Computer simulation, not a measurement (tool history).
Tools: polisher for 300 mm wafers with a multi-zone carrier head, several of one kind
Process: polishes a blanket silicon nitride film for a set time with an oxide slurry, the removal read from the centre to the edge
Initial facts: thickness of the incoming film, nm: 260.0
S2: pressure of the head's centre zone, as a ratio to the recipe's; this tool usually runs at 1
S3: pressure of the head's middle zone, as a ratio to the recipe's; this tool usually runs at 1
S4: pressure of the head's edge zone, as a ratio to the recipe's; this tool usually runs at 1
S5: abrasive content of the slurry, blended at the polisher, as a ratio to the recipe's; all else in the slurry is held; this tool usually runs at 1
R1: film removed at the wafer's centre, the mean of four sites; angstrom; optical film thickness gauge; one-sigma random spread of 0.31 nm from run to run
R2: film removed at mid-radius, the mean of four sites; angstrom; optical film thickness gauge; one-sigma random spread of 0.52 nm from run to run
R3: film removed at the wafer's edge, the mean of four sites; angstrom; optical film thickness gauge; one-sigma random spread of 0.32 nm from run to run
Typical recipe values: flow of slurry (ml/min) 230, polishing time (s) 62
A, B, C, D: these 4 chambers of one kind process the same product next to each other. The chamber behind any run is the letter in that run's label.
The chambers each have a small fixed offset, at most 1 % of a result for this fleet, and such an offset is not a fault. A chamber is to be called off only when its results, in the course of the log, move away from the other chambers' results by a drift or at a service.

run 1B day=0.325 | flow_of_slurry_(ml/min)=230 S2=1 S3=1 S4=1 S5=1 polishing_time_(s)=62 | R1=407.69 R2=409.88 R3=412.62
-- day=0.438 chamber B: worn pad replaced by a new one
-- day=0.442 chamber C: worn pad replaced by a new one
run 2D day=0.679 | flow_of_slurry_(ml/min)=230 S2=1 S3=1 S4=1 S5=1 polishing_time_(s)=62 | R1=413.79 R2=412.13 R3=415.93
-- day=0.829 chamber B: slurry nozzle cleaned
run 3A day=0.846 | flow_of_slurry_(ml/min)=230 S2=1 S3=1 S4=1 S5=1 polishing_time_(s)=62 | R1=407.18 R2=409.88 R3=417.15
run 4C day=1.154 | flow_of_slurry_(ml/min)=230 S2=1 S3=1 S4=1 S5=1 polishing_time_(s)=62 | R1=414.84 R2=410.5 R3=414.52
run 5C day=1.346 | flow_of_slurry_(ml/min)=230 S2=0.94 S3=1 S4=1 S5=0.8 polishing_time_(s)=62 | R1=350.27 R2=371.72 R3=366.8
run 6A day=1.521 | flow_of_slurry_(ml/min)=230 S2=0.94 S3=1 S4=1 S5=0.8 polishing_time_(s)=62 | R1=341.9 R2=377.14 R3=369.46
-- day=1.842 chamber D: worn pad replaced by a new one
run 7D day=1.904 | flow_of_slurry_(ml/min)=230 S2=0.94 S3=1 S4=1 S5=0.8 polishing_time_(s)=62 | R1=344.99 R2=374.25 R3=370.91
run 8B day=2.125 | flow_of_slurry_(ml/min)=230 S2=0.94 S3=1 S4=1 S5=0.8 polishing_time_(s)=62 | R1=342.81 R2=376.25 R3=372.41
-- day=2.188 chamber A: slurry nozzle cleaned
run 9D day=2.479 | flow_of_slurry_(ml/min)=230 S2=1 S3=1 S4=1 S5=1 polishing_time_(s)=62 | R1=409.16 R2=411.67 R3=413.22
run 10B day=2.754 | flow_of_slurry_(ml/min)=230 S2=1 S3=1 S4=1 S5=1 polishing_time_(s)=62 | R1=410.16 R2=411.11 R3=413.72
run 11A day=3 | flow_of_slurry_(ml/min)=230 S2=1 S3=1 S4=1 S5=1 polishing_time_(s)=62 | R1=411.84 R2=411.55 R3=412.28
-- day=3.158 chamber A: worn pad replaced by a new one
run 12C day=3.354 | flow_of_slurry_(ml/min)=230 S2=1 S3=1 S4=1 S5=1 polishing_time_(s)=62 | R1=415.06 R2=405.87 R3=411.96
run 13C day=3.612 | flow_of_slurry_(ml/min)=230 S2=1 S3=1 S4=1 S5=1 polishing_time_(s)=62 | R1=419.54 R2=408.86 R3=420.28
run 14D day=3.921 | flow_of_slurry_(ml/min)=230 S2=1.04 S3=1 S4=1 S5=1 polishing_time_(s)=62 | R1=426.7 R2=407.08 R3=410.77
run 15A day=4.292 | flow_of_slurry_(ml/min)=230 S2=1.04 S3=1 S4=1 S5=1 polishing_time_(s)=62 | R1=427.45 R2=417.6 R3=409.08
-- day=4.312 chamber D: edge zone pressure recalibrated
run 16B day=4.675 | flow_of_slurry_(ml/min)=230 S2=1.04 S3=1 S4=1 S5=1 polishing_time_(s)=62 | R1=429.59 R2=406.86 R3=416.37
run 17A day=4.888 | flow_of_slurry_(ml/min)=230 S2=1.04 S3=1 S4=1 S5=1 polishing_time_(s)=62 | R1=427.91 R2=404.77 R3=413.03
run 18C day=5.242 | flow_of_slurry_(ml/min)=230 S2=1 S3=1 S4=1 S5=1 polishing_time_(s)=62 | R1=416.65 R2=414.11 R3=410.84
-- day=5.433 chamber B: worn pad replaced by a new one
-- day=5.462 chamber D: worn pad replaced by a new one
run 19B day=5.588 | flow_of_slurry_(ml/min)=230 S2=1 S3=1 S4=1.07 S5=1 polishing_time_(s)=62 | R1=410.77 R2=417.92 R3=432.26
run 20D day=5.933 | flow_of_slurry_(ml/min)=230 S2=1 S3=1 S4=1.07 S5=1 polishing_time_(s)=62 | R1=406.42 R2=419 R3=430.02
run 21D day=6.142 | flow_of_slurry_(ml/min)=230 S2=1 S3=1 S4=1.07 S5=1 polishing_time_(s)=62 | R1=410.41 R2=409.24 R3=430.76
run 22C day=6.404 | flow_of_slurry_(ml/min)=230 S2=1 S3=1 S4=1.07 S5=1 polishing_time_(s)=62 | R1=423.34 R2=411.11 R3=429.63
run 23A day=6.683 | flow_of_slurry_(ml/min)=230 S2=0.94 S3=1 S4=1 S5=0.75 polishing_time_(s)=62 | R1=332.64 R2=354.42 R3=355.5
-- day=6.883 chamber C: worn pad replaced by a new one
run 24B day=6.892 | flow_of_slurry_(ml/min)=230 S2=0.94 S3=1 S4=1 S5=0.75 polishing_time_(s)=62 | R1=333.56 R2=354.41 R3=358.58
run 25D day=7.1 | flow_of_slurry_(ml/min)=230 S2=0.94 S3=1 S4=1 S5=0.75 polishing_time_(s)=62 | R1=334.61 R2=357.32 R3=365.23
-- day=7.267 chamber D: slurry nozzle cleaned
run 26A day=7.333 | flow_of_slurry_(ml/min)=230 S2=0.94 S3=1 S4=1 S5=0.75 polishing_time_(s)=62 | R1=338.04 R2=360.28 R3=360.89
run 27C day=7.604 | flow_of_slurry_(ml/min)=230 S2=1 S3=1 S4=1 S5=1 polishing_time_(s)=62 | R1=409.32 R2=416.26 R3=418.52
run 28B day=7.842 | flow_of_slurry_(ml/min)=230 S2=1 S3=1 S4=1 S5=1 polishing_time_(s)=51 | R1=337.2 R2=332.35 R3=339.74
run 29D day=8.158 | flow_of_slurry_(ml/min)=230 S2=1 S3=1 S4=1 S5=1 polishing_time_(s)=51 | R1=338.22 R2=338.2 R3=343.22
run 30C day=8.412 | flow_of_slurry_(ml/min)=230 S2=1 S3=1 S4=1 S5=1 polishing_time_(s)=51 | R1=339.57 R2=341.23 R3=343.16
run 31A day=8.667 | flow_of_slurry_(ml/min)=230 S2=1 S3=1 S4=1 S5=1 polishing_time_(s)=51 | R1=340.91 R2=341.93 R3=338.41
run 32B day=9.021 | flow_of_slurry_(ml/min)=230 S2=1 S3=1 S4=1 S5=1 polishing_time_(s)=62 | R1=405.42 R2=409.51 R3=415.5
-- day=9.221 chamber D: worn pad replaced by a new one
run 33D day=9.367 | flow_of_slurry_(ml/min)=230 S2=1 S3=1 S4=1 S5=1 polishing_time_(s)=62 | R1=411.12 R2=404.79 R3=408.4
-- day=9.538 chamber B: worn pad replaced by a new one
-- day=9.662 chamber A: worn pad replaced by a new one
run 34A day=9.696 | flow_of_slurry_(ml/min)=230 S2=1 S3=1 S4=1 S5=1 polishing_time_(s)=62 | R1=410.85 R2=414.07 R3=408.61
run 35B day=9.992 | flow_of_slurry_(ml/min)=230 S2=1 S3=1 S4=1 S5=1 polishing_time_(s)=62 | R1=407.51 R2=406.45 R3=411.37
run 36C day=10.362 | flow_of_slurry_(ml/min)=230 S2=1 S3=1 S4=1 S5=1 polishing_time_(s)=62 | R1=416.92 R2=413.95 R3=414.55
run 37C day=10.608 | flow_of_slurry_(ml/min)=230 S2=1.09 S3=1 S4=1 S5=1 polishing_time_(s)=62 | R1=454.93 R2=414.56 R3=411.02
run 38B day=10.804 | flow_of_slurry_(ml/min)=230 S2=1.09 S3=1 S4=1 S5=1 polishing_time_(s)=62 | R1=451.2 R2=414.52 R3=413.24
run 39A day=11.154 | flow_of_slurry_(ml/min)=230 S2=1.09 S3=1 S4=1 S5=1 polishing_time_(s)=62 | R1=459.57 R2=413.24 R3=411.63
run 40D day=11.4 | flow_of_slurry_(ml/min)=230 S2=1.09 S3=1 S4=1 S5=1 polishing_time_(s)=62 | R1=451.51 R2=412.37 R3=416.62

What goes on in this fleet: one chamber off, a drifting gauge, or nothing beyond the chambers' own small offsets? Name the chamber and the cause, if any.

The fleet is healthy, with each chamber sitting at its usual small offset and no drift in the gauge.

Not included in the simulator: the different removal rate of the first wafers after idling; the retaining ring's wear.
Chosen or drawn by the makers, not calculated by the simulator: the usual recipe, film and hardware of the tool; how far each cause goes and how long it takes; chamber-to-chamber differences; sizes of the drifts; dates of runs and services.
